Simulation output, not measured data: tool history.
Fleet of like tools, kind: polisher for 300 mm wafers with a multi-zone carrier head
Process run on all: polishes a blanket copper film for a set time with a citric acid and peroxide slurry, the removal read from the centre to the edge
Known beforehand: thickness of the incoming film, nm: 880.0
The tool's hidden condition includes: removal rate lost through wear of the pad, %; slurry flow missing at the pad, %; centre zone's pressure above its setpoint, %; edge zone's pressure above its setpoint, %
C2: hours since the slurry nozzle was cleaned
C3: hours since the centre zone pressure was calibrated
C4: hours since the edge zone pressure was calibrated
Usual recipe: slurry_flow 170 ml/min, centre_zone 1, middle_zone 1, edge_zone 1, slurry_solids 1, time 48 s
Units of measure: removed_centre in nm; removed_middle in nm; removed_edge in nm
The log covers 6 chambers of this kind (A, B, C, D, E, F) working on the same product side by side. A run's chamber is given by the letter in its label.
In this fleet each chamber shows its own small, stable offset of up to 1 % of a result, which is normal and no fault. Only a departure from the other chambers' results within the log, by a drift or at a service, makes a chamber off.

{"run": "1B", "day": 0.412, "slurry_flow": 170, "centre_zone": 1, "middle_zone": 1, "edge_zone": 1, "slurry_solids": 1, "time": 48, "wafers polished on this pad": 770, "C2": 527.9, "C3": 205.6, "C4": 48.7, "removed_centre": 100.25, "removed_middle": 104.66, "removed_edge": 101.33}
{"day": 0.629, "done": "chamber B: worn pad replaced by a new one"}
{"day": 0.742, "done": "chamber C: slurry nozzle cleaned"}
{"run": "2A", "day": 0.808, "slurry_flow": 170, "centre_zone": 1, "middle_zone": 1, "edge_zone": 1, "slurry_solids": 1, "time": 48, "wafers polished on this pad": 513, "C2": 362.4, "C3": 662.6, "C4": 35.3, "removed_centre": 101.55, "removed_middle": 100.32, "removed_edge": 99.834}
{"run": "3C", "day": 1.171, "slurry_flow": 170, "centre_zone": 1, "middle_zone": 1, "edge_zone": 1, "slurry_solids": 1, "time": 48, "wafers polished on this pad": 606, "C2": 10.4, "C3": 527.9, "C4": 1353.7, "removed_centre": 102.67, "removed_middle": 103.25, "removed_edge": 102.11}
{"day": 1.317, "done": "chamber E: worn pad replaced by a new one"}
{"day": 1.354, "done": "chamber D: slurry nozzle cleaned"}
{"run": "4F", "day": 1.483, "slurry_flow": 170, "centre_zone": 1, "middle_zone": 1, "edge_zone": 1, "slurry_solids": 1, "time": 48, "wafers polished on this pad": 1138, "C2": 717.4, "C3": 99.1, "C4": 655, "removed_centre": 99.234, "removed_middle": 99.171, "removed_edge": 102.97}
{"day": 1.621, "done": "chamber F: worn pad replaced by a new one"}
{"run": "5E", "day": 1.896, "slurry_flow": 170, "centre_zone": 1, "middle_zone": 0.95, "edge_zone": 1, "slurry_solids": 1, "time": 48, "wafers polished on this pad": 186, "C2": 730.1, "C3": 424.6, "C4": 330.5, "removed_centre": 99.478, "removed_middle": 94.442, "removed_edge": 101.91}
{"run": "6D", "day": 2.138, "slurry_flow": 170, "centre_zone": 1, "middle_zone": 0.95, "edge_zone": 1, "slurry_solids": 1, "time": 48, "wafers polished on this pad": 1352, "C2": 18.9, "C3": 406.2, "C4": 725.5, "removed_centre": 99.071, "removed_middle": 97.932, "removed_edge": 102.31}
{"day": 2.517, "done": "chamber A: worn pad replaced by a new one"}
{"run": "7D", "day": 2.525, "slurry_flow": 170, "centre_zone": 1, "middle_zone": 0.95, "edge_zone": 1, "slurry_solids": 1, "time": 48, "wafers polished on this pad": 1475, "C2": 28.2, "C3": 415.5, "C4": 734.8, "removed_centre": 102.22, "removed_middle": 96.99, "removed_edge": 102.13}
{"day": 2.625, "done": "chamber D: worn pad replaced by a new one"}
{"day": 2.796, "done": "chamber C: worn pad replaced by a new one"}
{"run": "8B", "day": 2.921, "slurry_flow": 170, "centre_zone": 1, "middle_zone": 0.95, "edge_zone": 1, "slurry_solids": 1, "time": 48, "wafers polished on this pad": 734, "C2": 588.1, "C3": 265.8, "C4": 108.9, "removed_centre": 99.678, "removed_middle": 97.452, "removed_edge": 99.493}
{"run": "9A", "day": 3.246, "slurry_flow": 170, "centre_zone": 1, "middle_zone": 0.95, "edge_zone": 1, "slurry_solids": 1, "time": 48, "wafers polished on this pad": 233, "C2": 420.9, "C3": 721.1, "C4": 93.8, "removed_centre": 101.27, "removed_middle": 99.466, "removed_edge": 98.146}
{"day": 3.371, "done": "chamber C: edge zone pressure recalibrated"}
{"day": 3.379, "done": "chamber E: slurry nozzle cleaned"}
{"day": 3.558, "done": "chamber B: worn pad replaced by a new one"}
{"run": "10E", "day": 3.7, "slurry_flow": 170, "centre_zone": 1, "middle_zone": 0.95, "edge_zone": 1, "slurry_solids": 1, "time": 48, "wafers polished on this pad": 763, "C2": 7.7, "C3": 467.9, "C4": 373.8, "removed_centre": 100.53, "removed_middle": 95.978, "removed_edge": 102.57}
{"day": 4.138, "done": "chamber E: worn pad replaced by a new one"}
{"run": "11C", "day": 4.138, "slurry_flow": 170, "centre_zone": 1, "middle_zone": 1, "edge_zone": 0.94, "slurry_solids": 1.2, "time": 48, "wafers polished on this pad": 430, "C2": 81.6, "C3": 599.1, "C4": 18.4, "removed_centre": 104.01, "removed_middle": 106.51, "removed_edge": 100.14}
{"run": "12F", "day": 4.483, "slurry_flow": 170, "centre_zone": 1, "middle_zone": 1, "edge_zone": 0.94, "slurry_solids": 1.2, "time": 48, "wafers polished on this pad": 917, "C2": 789.4, "C3": 171.1, "C4": 727, "removed_centre": 105.29, "removed_middle": 103.56, "removed_edge": 101.94}
{"day": 4.529, "done": "chamber D: edge zone pressure recalibrated"}
{"day": 4.671, "done": "chamber B: slurry nozzle cleaned"}
{"run": "13F", "day": 4.908, "slurry_flow": 170, "centre_zone": 1, "middle_zone": 1, "edge_zone": 0.94, "slurry_solids": 1.2, "time": 48, "wafers polished on this pad": 1052, "C2": 799.6, "C3": 181.3, "C4": 737.2, "removed_centre": 106.01, "removed_middle": 100.84, "removed_edge": 99.425}
{"day": 5.133, "done": "chamber F: edge zone pressure recalibrated"}
{"run": "14E", "day": 5.175, "slurry_flow": 170, "centre_zone": 1, "middle_zone": 1, "edge_zone": 0.94, "slurry_solids": 1.2, "time": 48, "wafers polished on this pad": 332, "C2": 43.1, "C3": 503.3, "C4": 409.2, "removed_centre": 103.87, "removed_middle": 105.82, "removed_edge": 103.44}
{"day": 5.262, "done": "chamber F: slurry nozzle cleaned"}
{"day": 5.308, "done": "chamber A: worn pad replaced by a new one"}
{"run": "15A", "day": 5.4, "slurry_flow": 170, "centre_zone": 1, "middle_zone": 1, "edge_zone": 0.94, "slurry_solids": 1.2, "time": 48, "wafers polished on this pad": 29, "C2": 472.6, "C3": 772.8, "C4": 145.5, "removed_centre": 106, "removed_middle": 106.13, "removed_edge": 100.43}
{"day": 5.579, "done": "chamber C: worn pad replaced by a new one"}
{"run": "16D", "day": 5.829, "slurry_flow": 170, "centre_zone": 1, "middle_zone": 1, "edge_zone": 0.94, "slurry_solids": 1.2, "time": 48, "wafers polished on this pad": 1025, "C2": 107.5, "C3": 494.8, "C4": 31.2, "removed_centre": 105.38, "removed_middle": 106.89, "removed_edge": 102.79}
{"day": 5.871, "done": "chamber F: worn pad replaced by a new one"}
{"run": "17B", "day": 6.238, "slurry_flow": 170, "centre_zone": 1, "middle_zone": 1, "edge_zone": 1, "slurry_solids": 1, "time": 48, "wafers polished on this pad": 857, "C2": 37.7, "C3": 345.4, "C4": 188.5, "removed_centre": 99.823, "removed_middle": 103.52, "removed_edge": 101.56}
{"day": 6.254, "done": "chamber B: worn pad replaced by a new one"}
{"run": "18C", "day": 6.633, "slurry_flow": 170, "centre_zone": 1, "middle_zone": 1, "edge_zone": 1, "slurry_solids": 1, "time": 48, "wafers polished on this pad": 338, "C2": 141.5, "C3": 659, "C4": 78.3, "removed_centre": 100.51, "removed_middle": 99.958, "removed_edge": 103.74}
{"day": 6.654, "done": "chamber E: worn pad replaced by a new one"}
{"run": "19A", "day": 7.012, "slurry_flow": 170, "centre_zone": 1, "middle_zone": 1, "edge_zone": 1, "slurry_solids": 1, "time": 48, "wafers polished on this pad": 545, "C2": 511.3, "C3": 811.5, "C4": 184.2, "removed_centre": 101.78, "removed_middle": 100.03, "removed_edge": 102.16}
{"day": 7.167, "done": "chamber D: worn pad replaced by a new one"}
{"run": "20D", "day": 7.438, "slurry_flow": 170, "centre_zone": 1, "middle_zone": 1, "edge_zone": 1, "slurry_solids": 1, "time": 48, "wafers polished on this pad": 86, "C2": 146.1, "C3": 533.4, "C4": 69.8, "removed_centre": 100.08, "removed_middle": 100.78, "removed_edge": 100.3}
{"run": "21F", "day": 7.879, "slurry_flow": 170, "centre_zone": 1, "middle_zone": 1, "edge_zone": 1, "slurry_solids": 1, "time": 48, "wafers polished on this pad": 643, "C2": 62.9, "C3": 252.6, "C4": 66, "removed_centre": 100.76, "removed_middle": 101.93, "removed_edge": 99.807}
{"day": 7.912, "done": "chamber A: worn pad replaced by a new one"}
{"day": 7.962, "done": "chamber D: centre zone pressure recalibrated"}
{"run": "22B", "day": 8.246, "slurry_flow": 170, "centre_zone": 1, "middle_zone": 1, "edge_zone": 1, "slurry_solids": 1, "time": 48, "wafers polished on this pad": 638, "C2": 85.9, "C3": 393.6, "C4": 236.7, "removed_centre": 99.594, "removed_middle": 98.221, "removed_edge": 104.38}
{"run": "23E", "day": 8.667, "slurry_flow": 170, "centre_zone": 1, "middle_zone": 1, "edge_zone": 1, "slurry_solids": 1, "time": 48, "wafers polished on this pad": 644, "C2": 126.9, "C3": 587.1, "C4": 493, "removed_centre": 100.67, "removed_middle": 104.42, "removed_edge": 102.79}
{"day": 8.725, "done": "chamber A: centre zone pressure recalibrated"}
{"run": "24C", "day": 8.958, "slurry_flow": 170, "centre_zone": 1, "middle_zone": 1, "edge_zone": 1, "slurry_solids": 1, "time": 48, "wafers polished on this pad": 1081, "C2": 197.3, "C3": 714.8, "C4": 134.1, "removed_centre": 100.73, "removed_middle": 99.631, "removed_edge": 103.27}
{"day": 9.162, "done": "chamber C: worn pad replaced by a new one"}
{"day": 9.192, "done": "chamber F: worn pad replaced by a new one"}
{"run": "25D", "day": 9.204, "slurry_flow": 170, "centre_zone": 1, "middle_zone": 1, "edge_zone": 1, "slurry_solids": 1, "time": 48, "wafers polished on this pad": 651, "C2": 188.5, "C3": 29.9, "C4": 112.2, "removed_centre": 99.762, "removed_middle": 100.5, "removed_edge": 102.64}
{"day": 9.258, "done": "chamber B: worn pad replaced by a new one"}
{"run": "26F", "day": 9.596, "slurry_flow": 135, "centre_zone": 1, "middle_zone": 1, "edge_zone": 1, "slurry_solids": 1, "time": 48, "wafers polished on this pad": 129, "C2": 104.1, "C3": 293.8, "C4": 107.2, "removed_centre": 95.836, "removed_middle": 95.88, "removed_edge": 99.209}
{"day": 9.883, "done": "chamber E: worn pad replaced by a new one"}
{"run": "27C", "day": 10.042, "slurry_flow": 135, "centre_zone": 1, "middle_zone": 1, "edge_zone": 1, "slurry_solids": 1, "time": 48, "wafers polished on this pad": 281, "C2": 223.3, "C3": 740.8, "C4": 160.1, "removed_centre": 95.723, "removed_middle": 96.783, "removed_edge": 97.319}
{"run": "28E", "day": 10.429, "slurry_flow": 135, "centre_zone": 1, "middle_zone": 1, "edge_zone": 1, "slurry_solids": 1, "time": 48, "wafers polished on this pad": 175, "C2": 169.2, "C3": 629.4, "C4": 535.3, "removed_centre": 96.903, "removed_middle": 94.221, "removed_edge": 96.129}
{"day": 10.458, "done": "chamber A: worn pad replaced by a new one"}
{"run": "29B", "day": 10.833, "slurry_flow": 135, "centre_zone": 1, "middle_zone": 1, "edge_zone": 1, "slurry_solids": 1, "time": 48, "wafers polished on this pad": 504, "C2": 148, "C3": 455.7, "C4": 298.8, "removed_centre": 95.962, "removed_middle": 96.696, "removed_edge": 99}
{"day": 11.042, "done": "chamber D: worn pad replaced by a new one"}
{"run": "30A", "day": 11.279, "slurry_flow": 135, "centre_zone": 1, "middle_zone": 1, "edge_zone": 1, "slurry_solids": 1, "time": 48, "wafers polished on this pad": 263, "C2": 613.7, "C3": 61.4, "C4": 286.6, "removed_centre": 97.515, "removed_middle": 98.064, "removed_edge": 98.695}
{"run": "31F", "day": 11.558, "slurry_flow": 135, "centre_zone": 1, "middle_zone": 1, "edge_zone": 1, "slurry_solids": 1, "time": 48, "wafers polished on this pad": 757, "C2": 151.2, "C3": 340.9, "C4": 154.3, "removed_centre": 95.723, "removed_middle": 96.466, "removed_edge": 98.005}
{"run": "32B", "day": 11.821, "slurry_flow": 205, "centre_zone": 1, "middle_zone": 0.94, "edge_zone": 1, "slurry_solids": 1, "time": 48, "wafers polished on this pad": 820, "C2": 171.7, "C3": 479.4, "C4": 322.5, "removed_centre": 104.39, "removed_middle": 99.427, "removed_edge": 103.19}
{"day": 11.938, "done": "chamber C: worn pad replaced by a new one"}
{"run": "33A", "day": 12.154, "slurry_flow": 205, "centre_zone": 1, "middle_zone": 0.94, "edge_zone": 1, "slurry_solids": 1, "time": 48, "wafers polished on this pad": 543, "C2": 634.7, "C3": 82.4, "C4": 307.6, "removed_centre": 104.62, "removed_middle": 98.216, "removed_edge": 102.22}
{"run": "34D", "day": 12.425, "slurry_flow": 205, "centre_zone": 1, "middle_zone": 0.94, "edge_zone": 1, "slurry_solids": 1, "time": 48, "wafers polished on this pad": 443, "C2": 265.8, "C3": 107.2, "C4": 189.5, "removed_centre": 103.18, "removed_middle": 99.477, "removed_edge": 104.74}
{"day": 12.567, "done": "chamber B: worn pad replaced by a new one"}
{"run": "35E", "day": 12.633, "slurry_flow": 205, "centre_zone": 1, "middle_zone": 0.94, "edge_zone": 1, "slurry_solids": 1, "time": 48, "wafers polished on this pad": 880, "C2": 222.1, "C3": 682.3, "C4": 588.2, "removed_centre": 103.34, "removed_middle": 99.125, "removed_edge": 101.96}
{"day": 12.929, "done": "chamber B: edge zone pressure recalibrated"}
{"run": "36C", "day": 13.033, "slurry_flow": 205, "centre_zone": 1, "middle_zone": 0.94, "edge_zone": 1, "slurry_solids": 1, "time": 48, "wafers polished on this pad": 351, "C2": 295.1, "C3": 812.6, "C4": 231.9, "removed_centre": 103.02, "removed_middle": 97.428, "removed_edge": 103.45}
{"day": 13.067, "done": "chamber E: worn pad replaced by a new one"}
{"run": "37C", "day": 13.392, "slurry_flow": 205, "centre_zone": 1, "middle_zone": 0.94, "edge_zone": 1, "slurry_solids": 1, "time": 48, "wafers polished on this pad": 465, "C2": 303.7, "C3": 821.2, "C4": 240.5, "removed_centre": 103.2, "removed_middle": 98.003, "removed_edge": 103.33}
{"day": 13.438, "done": "chamber F: worn pad replaced by a new one"}
{"day": 13.683, "done": "chamber A: worn pad replaced by a new one"}
{"run": "38B", "day": 13.75, "slurry_flow": 170, "centre_zone": 1, "middle_zone": 1, "edge_zone": 1, "slurry_solids": 1, "time": 48, "wafers polished on this pad": 379, "C2": 218, "C3": 525.7, "C4": 19.7, "removed_centre": 101.26, "removed_middle": 98.879, "removed_edge": 100.03}
{"run": "39A", "day": 13.979, "slurry_flow": 170, "centre_zone": 1, "middle_zone": 1, "edge_zone": 1, "slurry_solids": 1, "time": 48, "wafers polished on this pad": 95, "C2": 678.5, "C3": 126.2, "C4": 351.4, "removed_centre": 101.25, "removed_middle": 101.21, "removed_edge": 101.31}
{"run": "40F", "day": 14.279, "slurry_flow": 170, "centre_zone": 1, "middle_zone": 1, "edge_zone": 1, "slurry_solids": 1, "time": 48, "wafers polished on this pad": 269, "C2": 216.5, "C3": 406.2, "C4": 219.6, "removed_centre": 99.844, "removed_middle": 99.275, "removed_edge": 102.9}
{"run": "41E", "day": 14.621, "slurry_flow": 170, "centre_zone": 1, "middle_zone": 1, "edge_zone": 1, "slurry_solids": 1, "time": 48, "wafers polished on this pad": 497, "C2": 269.8, "C3": 730, "C4": 635.9, "removed_centre": 101.29, "removed_middle": 103.93, "removed_edge": 100.24}

Which is it: a chamber that has drifted or been left off by a service, a gauge drift common to all chambers, or only each chamber's usual small offset? If a chamber is off, name it and its likeliest cause.

The fleet is healthy, with each chamber sitting at its usual small offset and no drift in the gauge.

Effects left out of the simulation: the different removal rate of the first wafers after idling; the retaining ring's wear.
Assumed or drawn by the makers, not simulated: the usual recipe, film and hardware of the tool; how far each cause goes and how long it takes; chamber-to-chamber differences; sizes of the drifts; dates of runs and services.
